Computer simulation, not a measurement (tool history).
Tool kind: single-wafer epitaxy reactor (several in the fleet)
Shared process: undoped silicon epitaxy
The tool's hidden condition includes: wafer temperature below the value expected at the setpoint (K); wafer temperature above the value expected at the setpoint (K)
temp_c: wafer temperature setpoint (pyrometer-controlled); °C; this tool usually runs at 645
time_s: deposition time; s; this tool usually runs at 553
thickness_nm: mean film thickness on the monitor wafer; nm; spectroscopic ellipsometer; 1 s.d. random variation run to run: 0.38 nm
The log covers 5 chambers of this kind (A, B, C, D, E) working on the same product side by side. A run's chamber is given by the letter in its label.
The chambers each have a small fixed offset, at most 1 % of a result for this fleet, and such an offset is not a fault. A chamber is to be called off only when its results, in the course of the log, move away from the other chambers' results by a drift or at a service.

run	hour	temp_c	time_s	hours since the last pyrometer calibration	read-back reference wafer on the same gauge, thickness_nm	thickness_nm
1E	13	645	553	452.8	92.276	83.689
2C	25.7	645	553	652.2	92.301	83.544
3A	36.2	645	553	391.6	92.252	82.546
4D	46.9	645	553	126.9	92.225	83.789
5B	57.3	645	553	2048.1	92.347	84.344
6E	70.7	654	635	510.5	92.263	117
7C	81.7	654	635	708.2	92.236	117.05
8D	94.7	654	635	174.7	92.318	116.17
9B	108.2	654	635	2099	92.208	116.28
10A	118.3	654	635	473.7	92.284	114.97
11C	124.9	645	553	751.4	92.262	83.76
12A	135.4	645	652	490.8	92.303	97.549
13E	142.5	645	652	582.3	92.211	98.025
14D	151.4	645	652	231.4	92.382	98.67
15B	159.2	645	652	2150	92.243	99.419
16E	166.2	645	652	606	92.307	98.694
17A	176.6	645	553	532	92.219	82.356
18D	189.9	645	553	269.9	92.346	84.072
19B	196.7	656	553	2187.5	92.387	106.16
20C	207.4	656	553	833.9	92.369	105.85
21D	216.1	656	553	296.1	92.236	105.74
22C	224.2	656	553	850.7	92.414	106.41
23A	235.8	656	553	591.2	92.193	105.53
24B	246.7	645	588	2237.5	92.3	88.778
25E	260.3	645	588	700.1	92.26	89.109
26B	267.2	645	588	2258	92.342	89.231
27C	278.4	645	588	904.9	92.226	88.146
28E	285.4	645	588	725.2	92.299	87.836
29A	298.2	645	553	653.6	92.341	82.757
30D	305.4	658	645	385.4	92.384	129.51
31B	314.4	658	645	2305.2	92.313	128.44
32A	326.9	658	645	682.3	92.299	128.81
33E	338.6	658	645	778.4	92.329	130.21
34C	347.1	658	645	973.6	92.202	129.75
35D	358.5	645	553	438.5	92.308	83.911
36C	371.9	639	450	998.4	92.279	59.796
37A	380.5	639	450	735.9	92.227	58.932
38B	392.8	639	450	2383.6	92.262	59.482
39E	406.3	639	450	846.1	92.284	59.459
40D	414.9	639	450	494.9	92.351	60.127
41D	422.9	645	553	502.9	92.351	83.662

Is one chamber out of step, is the gauge drifting, or do the chambers differ by no more than their own small offsets? For an off chamber, give its letter and the likeliest cause.

Beyond each chamber's small constant offset nothing stands out, and the gauge stays steady.

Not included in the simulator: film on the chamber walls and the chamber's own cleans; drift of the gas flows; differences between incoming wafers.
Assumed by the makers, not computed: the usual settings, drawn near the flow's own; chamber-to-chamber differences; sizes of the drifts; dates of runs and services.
